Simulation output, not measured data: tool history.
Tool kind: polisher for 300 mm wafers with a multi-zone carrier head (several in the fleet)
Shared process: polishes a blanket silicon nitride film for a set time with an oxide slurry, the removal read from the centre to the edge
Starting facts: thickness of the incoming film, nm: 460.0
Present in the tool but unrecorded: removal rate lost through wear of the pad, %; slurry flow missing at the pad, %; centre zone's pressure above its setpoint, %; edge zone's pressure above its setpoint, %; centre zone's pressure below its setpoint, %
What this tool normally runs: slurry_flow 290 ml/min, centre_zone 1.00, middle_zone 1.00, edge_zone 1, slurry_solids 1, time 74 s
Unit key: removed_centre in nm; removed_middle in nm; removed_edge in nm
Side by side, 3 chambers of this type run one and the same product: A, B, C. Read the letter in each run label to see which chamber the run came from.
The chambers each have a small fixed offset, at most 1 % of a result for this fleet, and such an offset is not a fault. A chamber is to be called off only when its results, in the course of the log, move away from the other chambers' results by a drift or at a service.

run   hour  slurry_flow  centre_zone  middle_zone  edge_zone  slurry_solids  time  wafers polished on this pad  hours since the slurry nozzle was cleaned  hours since the centre zone pressure was calibrated  hours since the edge zone pressure was calibrated  removed_centre  removed_middle  removed_edge
       2.3  -- chamber B: slurry nozzle cleaned
       3.4  -- chamber B: worn pad replaced by a new one
 1B    4.6          290         1.00         1.00          1              1    74                           14                                        2.4                                                717.3                                               75.9          45.862          45.231        46.225
 2A   12.6          290         1.00         1.00          1              1    74                          628                                      195.4                                                610.3                                              553.3          45.372          45.120        45.310
      16.9  -- chamber C: worn pad replaced by a new one
 3C   18.1          290         1.00         1.00          1              1    74                           13                                      435.1                                                254.3                                              431.8          46.125          45.682        45.463
 4B   23.0          290         1.00         1.00          1              1    74                          218                                       20.8                                                735.7                                               94.3          46.296          45.911        45.509
 5C   28.6          290         1.00         1.00          1              1    74                          129                                      445.6                                                264.8                                              442.3          46.145          46.035        44.870
 6A   33.6          290         1.00         1.00          1              1    74                          861                                      216.4                                                631.3                                              574.3          46.170          45.131        45.277
      36.2  -- chamber A: worn pad replaced by a new one
 7A   38.3          290         1.00         1.00          1              1    74                           23                                      221.1                                                636.0                                              579.0          45.991          44.797        44.929
 8B   46.5          290         1.00         1.00          1              1    74                          479                                       44.3                                                759.2                                              117.8          44.992          45.284        46.222
 9C   54.4          290         1.00         1.00          1              1    74                          416                                      471.4                                                290.6                                              468.1          45.584          46.239        45.897
10A   62.7          290         1.00         1.00          1              1    74                          294                                      245.5                                                660.4                                              603.4          45.014          45.365        45.787
11C   68.9          290         1.00         1.00          1              1    74                          577                                      485.9                                                305.1                                              482.6          45.183          45.988        45.315
12B   77.4          290         1.00         1.00          1              1    74                          822                                       75.2                                                790.1                                              148.7          45.627          45.464        45.021
13A   82.5          225         1.12         1.00          1              1    74                          514                                      265.3                                                680.2                                              623.2          48.807          43.465        43.902
14B   87.6          225         1.12         1.00          1              1    74                          936                                       85.4                                                800.3                                              158.9          49.674          44.643        44.520
15C   94.6          225         1.12         1.00          1              1    74                          862                                      511.6                                                330.8                                              508.3          49.555          44.635        44.455
      97.8  -- chamber C: worn pad replaced by a new one
16A  100.2          290         1.00         1.00          1              1    74                          711                                      283.0                                                697.9                                              640.9          44.551          45.535        45.457
17C  104.4          290         1.00         1.00          1              1    74                           73                                      521.4                                                340.6                                              518.1          44.934          45.694        45.647
     111.2  -- chamber A: worn pad replaced by a new one
18B  111.3          290         1.00         1.00          1              1    74                         1199                                      109.1                                                824.0                                              182.6          46.028          46.018        45.524
     114.0  -- chamber A: slurry nozzle cleaned
19B  119.1          290         1.00         1.00          1              1    74                         1285                                      116.9                                                831.8                                              190.4          45.025          45.924        45.370
     120.9  -- chamber B: centre zone pressure recalibrated
     124.5  -- chamber B: worn pad replaced by a new one
20C  125.1          290         1.00         1.00          1              1    74                          303                                      542.1                                                361.3                                              538.8          44.496          45.393        45.129
21A  130.9          290         1.00         1.00          1              1    74                          219                                       16.9                                                728.6                                              671.6          45.716          45.002        45.286
22B  135.1          290         1.00         1.00          1              1    74                          118                                      132.9                                                 14.2                                              206.4          46.087          46.315        45.426
23C  141.0          290         1.00         1.00          1              1    74                          479                                      558.0                                                377.2                                              554.7          44.375          46.427        45.677
24A  145.6          290         1.00         1.00          1              1    74                          383                                       31.6                                                743.3                                              686.3          45.281          44.753        45.628
25B  152.8          290         1.00         1.00          1              1    74                          314                                      150.6                                                 31.9                                              224.1          44.989          45.878        45.250
26A  161.2          290         1.00         1.00          1              1    74                          556                                       47.2                                                758.9                                              701.9          45.554          45.579        46.164
27C  167.9          290         1.00         1.00          1              1    74                          778                                      584.9                                                404.1                                              581.6          44.652          46.111        45.939
28B  173.1          290         1.00         1.00          1              1    74                          540                                      170.9                                                 52.2                                              244.4          45.857          45.505        46.086
29A  179.5          290         1.00         1.00          1              1    74                          759                                       65.5                                                777.2                                              720.2          45.428          44.692        46.672
     186.2  -- chamber A: worn pad replaced by a new one
30C  187.3          290         1.00         1.00          1              1    74                          993                                      604.3                                                423.5                                              601.0          44.000          46.187        45.276
     191.0  -- chamber C: worn pad replaced by a new one
31A  192.3          290         1.00         1.00          1              1    74                           68                                       78.3                                                790.0                                              733.0          45.316          44.850        45.027
32B  196.7          290         1.00         1.00          1              1    74                          802                                      194.5                                                 75.8                                              268.0          45.583          46.534        46.024
33C  204.3          290         1.00         1.00          1              1    74                          148                                      621.3                                                440.5                                              618.0          43.281          46.354        45.307
34B  209.4          290         1.00         1.00          1              1    74                          943                                      207.2                                                 88.5                                              280.7          45.535          46.297        45.858
     212.7  -- chamber C: edge zone pressure recalibrated
35C  214.2          290         1.00         1.00          1              1    74                          258                                      631.2                                                450.4                                                1.5          42.802          46.465        45.393
36A  221.5          290         1.00         1.00          1              1    99                          392                                      107.5                                                819.2                                              762.2          61.589          60.447        61.370
37B  227.6          290         1.00         1.00          1              1    99                         1145                                      225.4                                                106.7                                              298.9          60.865          60.912        61.047
38A  233.3          290         1.00         1.00          1              1    99                          523                                      119.3                                                831.0                                              774.0          60.768          59.472        61.254

Which is it: a chamber that has drifted or been left off by a service, a gauge drift common to all chambers, or only each chamber's usual small offset? If a chamber is off, name it and its likeliest cause.

One chamber, C, drifts off from the rest bit by bit.
Most likely cause: centre zone's pressure below its setpoint, % = 5.54.

Below are 4 candidate recipes for chamber C's next run, each the usual settings with a change, their results shown as question marks. Which of them brings C's results back in line with what the other chambers give on the usual settings?
Maximum distance from the other chambers' mean on the usual settings for a result to count as in line: removed_centre 1.600 nm; removed_middle 1.700 nm; removed_edge 1.200 nm
39C-1  239.5          290         1.05         0.98       0.99              1    75                                                                                                                                                                                               ?               ?             ?
39C-2  239.5          295         1.10         0.96       0.98              1    75                                                                                                                                                                                               ?               ?             ?
39C-3  239.5          285         0.90         1.04       1.02              1    73                                                                                                                                                                                               ?               ?             ?
39C-4  239.5          290         0.95         1.02       1.01              1    73                                                                                                                                                                                               ?               ?             ?

On the usual settings, the other chambers give on average: removed_centre 45.558 nm; removed_middle 45.343 nm; removed_edge 45.710 nm
  run  removed_centre  removed_middle  removed_edge
39C-1          46.032          45.480        46.107
39C-2          48.498          44.701        45.933
39C-3          37.792          46.685        45.499
39C-4          40.179          45.934        45.333
With 39C-1, the chamber falls back in line with the rest.
